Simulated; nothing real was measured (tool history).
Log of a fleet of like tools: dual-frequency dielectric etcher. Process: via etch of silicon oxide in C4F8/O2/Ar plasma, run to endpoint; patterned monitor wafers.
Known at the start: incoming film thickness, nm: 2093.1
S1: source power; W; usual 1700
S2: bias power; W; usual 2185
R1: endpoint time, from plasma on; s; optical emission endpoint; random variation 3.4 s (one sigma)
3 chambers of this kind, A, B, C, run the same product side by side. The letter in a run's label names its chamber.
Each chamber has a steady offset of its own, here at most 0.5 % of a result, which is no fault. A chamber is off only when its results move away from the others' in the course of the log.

| run | hour | S1 | S2 | R1 |
|---|---|---|---|---|
| 1B | 10.1 | 1700 | 2185 | 428.82 |
|  | 11.6 | chamber C: wet clean of the chamber |
| 2C | 17.3 | 1700 | 2185 | 428.63 |
| 3A | 27.7 | 1700 | 2185 | 425.59 |
| 4C | 39.9 | 1700 | 2185 | 429.14 |
| 5B | 47.0 | 1700 | 2185 | 431.52 |
|  | 52.1 | chamber A: wet clean of the chamber |
| 6A | 53.1 | 1380 | 2601 | 435.40 |
| 7B | 65.3 | 1380 | 2601 | 445.62 |
| 8A | 78.6 | 1380 | 2601 | 438.95 |
| 9C | 85.9 | 1700 | 2185 | 436.03 |
| 10C | 94.2 | 1700 | 2185 | 428.86 |
| 11B | 105.1 | 1700 | 2185 | 435.79 |
| 12A | 117.6 | 1450 | 1714 | 488.65 |
| 13A | 123.6 | 1450 | 1714 | 485.99 |
| 14C | 130.3 | 1450 | 1714 | 490.99 |
| 15B | 138.9 | 1700 | 2185 | 425.37 |
| 16C | 146.9 | 1700 | 2185 | 430.30 |
| 17B | 153.7 | 1700 | 2185 | 429.92 |
| 18A | 163.0 | 1700 | 2185 | 425.91 |
| 19A | 170.0 | 2090 | 2561 | 374.79 |
| 20B | 183.0 | 2090 | 2561 | 381.45 |
| 21C | 193.1 | 2090 | 2561 | 386.11 |
| 22B | 199.6 | 1700 | 2185 | 428.05 |
| 23A | 207.0 | 1700 | 2185 | 427.33 |
| 24C | 213.7 | 1700 | 2185 | 430.51 |
| 25B | 224.4 | 1700 | 2185 | 435.35 |
| 26C | 236.3 | 1700 | 2185 | 427.40 |
| 27A | 245.4 | 1700 | 2185 | 428.08 |
| 28A | 255.9 | 1560 | 1904 | 460.24 |
| 29B | 264.2 | 1560 | 1904 | 463.40 |
| 30C | 273.0 | 1560 | 1904 | 469.29 |
| 31C | 282.8 | 1700 | 2185 | 424.31 |
| 32B | 293.2 | 1700 | 2185 | 429.52 |
| 33A | 302.2 | 1700 | 2185 | 433.75 |
| 34B | 313.6 | 1700 | 2185 | 427.66 |
| 35A | 319.9 | 1700 | 2185 | 431.65 |
| 36C | 331.1 | 1700 | 2185 | 429.68 |
| 37A | 343.2 | 1700 | 2185 | 430.29 |
| 38C | 351.4 | 1700 | 2185 | 431.76 |
| 39B | 363.4 | 1860 | 2185 | 412.70 |

Is one chamber off against the others, does the gauge drift, or is nothing wrong? If a chamber is off, say which, and what the likeliest cause is.

No chamber stands off beyond its own small offset, and the gauge holds steady.

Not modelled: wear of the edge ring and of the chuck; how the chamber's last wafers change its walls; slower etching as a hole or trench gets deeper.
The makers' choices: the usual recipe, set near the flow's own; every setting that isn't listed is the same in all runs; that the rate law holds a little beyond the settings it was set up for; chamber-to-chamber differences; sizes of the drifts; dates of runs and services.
